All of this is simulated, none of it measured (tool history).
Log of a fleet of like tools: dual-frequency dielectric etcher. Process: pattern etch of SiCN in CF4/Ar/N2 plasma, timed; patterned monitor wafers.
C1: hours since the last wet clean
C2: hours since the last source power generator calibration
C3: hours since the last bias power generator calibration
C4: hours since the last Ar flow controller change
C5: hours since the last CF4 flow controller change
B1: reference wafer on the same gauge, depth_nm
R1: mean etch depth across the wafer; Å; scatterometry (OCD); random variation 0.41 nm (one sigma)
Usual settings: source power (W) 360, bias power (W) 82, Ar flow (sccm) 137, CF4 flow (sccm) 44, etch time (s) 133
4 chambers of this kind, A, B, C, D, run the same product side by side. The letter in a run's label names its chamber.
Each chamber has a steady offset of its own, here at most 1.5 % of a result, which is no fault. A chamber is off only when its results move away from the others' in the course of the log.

run 1A hour=5.9 | source_power_(W)=360 bias_power_(W)=82 Ar_flow_(sccm)=137 CF4_flow_(sccm)=44 etch_time_(s)=133 | C1=95.5 C2=454.8 C3=627.5 C4=638.0 C5=303.1 | B1=95.437 | R1=869.57
run 2B hour=11.0 | source_power_(W)=360 bias_power_(W)=82 Ar_flow_(sccm)=137 CF4_flow_(sccm)=44 etch_time_(s)=133 | C1=80.6 C2=422.0 C3=2299.6 C4=194.3 C5=3678.0 | B1=95.392 | R1=878.81
run 3C hour=16.8 | source_power_(W)=360 bias_power_(W)=82 Ar_flow_(sccm)=137 CF4_flow_(sccm)=44 etch_time_(s)=133 | C1=27.4 C2=583.5 C3=1030.2 C4=1765.7 C5=2274.6 | B1=95.421 | R1=892.56
run 4D hour=23.5 | source_power_(W)=360 bias_power_(W)=82 Ar_flow_(sccm)=137 CF4_flow_(sccm)=44 etch_time_(s)=133 | C1=284.2 C2=453.6 C3=2654.2 C4=1083.5 C5=2740.7 | B1=95.274 | R1=891.30
run 5A hour=30.7 | source_power_(W)=360 bias_power_(W)=82 Ar_flow_(sccm)=137 CF4_flow_(sccm)=44 etch_time_(s)=133 | C1=120.3 C2=479.6 C3=652.3 C4=662.8 C5=327.9 | B1=95.439 | R1=880.46
run 6C hour=34.2 | source_power_(W)=360 bias_power_(W)=92 Ar_flow_(sccm)=170 CF4_flow_(sccm)=44 etch_time_(s)=133 | C1=44.8 C2=600.9 C3=1047.6 C4=1783.1 C5=2292.0 | B1=95.381 | R1=901.66
run 7B hour=38.4 | source_power_(W)=360 bias_power_(W)=92 Ar_flow_(sccm)=170 CF4_flow_(sccm)=44 etch_time_(s)=133 | C1=108.0 C2=449.4 C3=2327.0 C4=221.7 C5=3705.4 | B1=95.489 | R1=889.23
run 8D hour=44.1 | source_power_(W)=360 bias_power_(W)=92 Ar_flow_(sccm)=170 CF4_flow_(sccm)=44 etch_time_(s)=133 | C1=304.8 C2=474.2 C3=2674.8 C4=1104.1 C5=2761.3 | B1=95.441 | R1=887.79
run 9C hour=47.6 | source_power_(W)=360 bias_power_(W)=92 Ar_flow_(sccm)=170 CF4_flow_(sccm)=44 etch_time_(s)=133 | C1=58.2 C2=614.3 C3=1061.0 C4=1796.5 C5=2305.4 | B1=95.347 | R1=904.95
-- hour=53.9 chamber B: CF4 flow controller replaced
run 10A hour=54.5 | source_power_(W)=360 bias_power_(W)=82 Ar_flow_(sccm)=137 CF4_flow_(sccm)=44 etch_time_(s)=133 | C1=144.1 C2=503.4 C3=676.1 C4=686.6 C5=351.7 | B1=95.311 | R1=879.22
run 11B hour=60.4 | source_power_(W)=360 bias_power_(W)=92 Ar_flow_(sccm)=137 CF4_flow_(sccm)=44 etch_time_(s)=151 | C1=130.0 C2=471.4 C3=2349.0 C4=243.7 C5=6.5 | B1=95.372 | R1=1038.80
run 12D hour=65.8 | source_power_(W)=360 bias_power_(W)=92 Ar_flow_(sccm)=137 CF4_flow_(sccm)=44 etch_time_(s)=151 | C1=326.5 C2=495.9 C3=2696.5 C4=1125.8 C5=2783.0 | B1=95.439 | R1=1038.30
run 13A hour=73.2 | source_power_(W)=360 bias_power_(W)=92 Ar_flow_(sccm)=137 CF4_flow_(sccm)=44 etch_time_(s)=151 | C1=162.8 C2=522.1 C3=694.8 C4=705.3 C5=370.4 | B1=95.491 | R1=1048.00
run 14C hour=77.3 | source_power_(W)=360 bias_power_(W)=92 Ar_flow_(sccm)=137 CF4_flow_(sccm)=44 etch_time_(s)=151 | C1=87.9 C2=644.0 C3=1090.7 C4=1826.2 C5=2335.1 | B1=95.408 | R1=1059.40
run 15D hour=82.9 | source_power_(W)=360 bias_power_(W)=82 Ar_flow_(sccm)=137 CF4_flow_(sccm)=44 etch_time_(s)=133 | C1=343.6 C2=513.0 C3=2713.6 C4=1142.9 C5=2800.1 | B1=95.417 | R1=863.01
run 16B hour=89.2 | source_power_(W)=360 bias_power_(W)=82 Ar_flow_(sccm)=137 CF4_flow_(sccm)=44 etch_time_(s)=133 | C1=158.8 C2=500.2 C3=2377.8 C4=272.5 C5=35.3 | B1=95.465 | R1=865.54
run 17D hour=94.4 | source_power_(W)=360 bias_power_(W)=82 Ar_flow_(sccm)=137 CF4_flow_(sccm)=44 etch_time_(s)=133 | C1=355.1 C2=524.5 C3=2725.1 C4=1154.4 C5=2811.6 | B1=95.530 | R1=867.52
run 18B hour=101.3 | source_power_(W)=360 bias_power_(W)=82 Ar_flow_(sccm)=137 CF4_flow_(sccm)=44 etch_time_(s)=133 | C1=170.9 C2=512.3 C3=2389.9 C4=284.6 C5=47.4 | B1=95.445 | R1=873.83
run 19C hour=108.6 | source_power_(W)=360 bias_power_(W)=82 Ar_flow_(sccm)=137 CF4_flow_(sccm)=44 etch_time_(s)=133 | C1=119.2 C2=675.3 C3=1122.0 C4=1857.5 C5=2366.4 | B1=95.310 | R1=889.54
run 20A hour=114.3 | source_power_(W)=360 bias_power_(W)=82 Ar_flow_(sccm)=137 CF4_flow_(sccm)=44 etch_time_(s)=133 | C1=203.9 C2=563.2 C3=735.9 C4=746.4 C5=411.5 | B1=95.363 | R1=878.54
run 21A hour=118.8 | source_power_(W)=360 bias_power_(W)=82 Ar_flow_(sccm)=137 CF4_flow_(sccm)=44 etch_time_(s)=133 | C1=208.4 C2=567.7 C3=740.4 C4=750.9 C5=416.0 | B1=95.440 | R1=865.98
run 22D hour=124.2 | source_power_(W)=360 bias_power_(W)=82 Ar_flow_(sccm)=137 CF4_flow_(sccm)=44 etch_time_(s)=133 | C1=384.9 C2=554.3 C3=2754.9 C4=1184.2 C5=2841.4 | B1=95.453 | R1=852.07
run 23C hour=129.1 | source_power_(W)=360 bias_power_(W)=82 Ar_flow_(sccm)=137 CF4_flow_(sccm)=44 etch_time_(s)=133 | C1=139.7 C2=695.8 C3=1142.5 C4=1878.0 C5=2386.9 | B1=95.431 | R1=886.00
run 24B hour=132.7 | source_power_(W)=360 bias_power_(W)=82 Ar_flow_(sccm)=137 CF4_flow_(sccm)=44 etch_time_(s)=133 | C1=202.3 C2=543.7 C3=2421.3 C4=316.0 C5=78.8 | B1=95.413 | R1=872.40

Is one chamber off against the others, does the gauge drift, or is nothing wrong? If a chamber is off, say which, and what the likeliest cause is.

Chamber D drifts away from the others.
Cause: etch rate under this chamber's usual, % = 3.92.
The log may not tell that from: source power that arrives under what is set, %.

Here are 4 candidates for chamber D's next run, each the usual settings with a change, their results left as question marks. Which one brings its results back in line with what the others give on the usual settings?
In line means no further than this from the other chambers' mean on the usual settings: R1 14.00 Å
run 25D-1 hour=138.4 | source_power_(W)=360 bias_power_(W)=82 Ar_flow_(sccm)=137 CF4_flow_(sccm)=44 etch_time_(s)=132.5 | R1=?
run 25D-2 hour=138.4 | source_power_(W)=360 bias_power_(W)=82 Ar_flow_(sccm)=137 CF4_flow_(sccm)=54 etch_time_(s)=133.0 | R1=?
run 25D-3 hour=138.4 | source_power_(W)=360 bias_power_(W)=82 Ar_flow_(sccm)=131 CF4_flow_(sccm)=44 etch_time_(s)=133.0 | R1=?
run 25D-4 hour=138.4 | source_power_(W)=350 bias_power_(W)=81 Ar_flow_(sccm)=138 CF4_flow_(sccm)=44 etch_time_(s)=133.0 | R1=?

The other chambers' mean on the usual settings: R1 880.54 Å
run=25D-1 R1=844.77
run=25D-2 R1=875.10
run=25D-3 R1=853.85
run=25D-4 R1=822.65
25D-2 brings the chamber back in line.
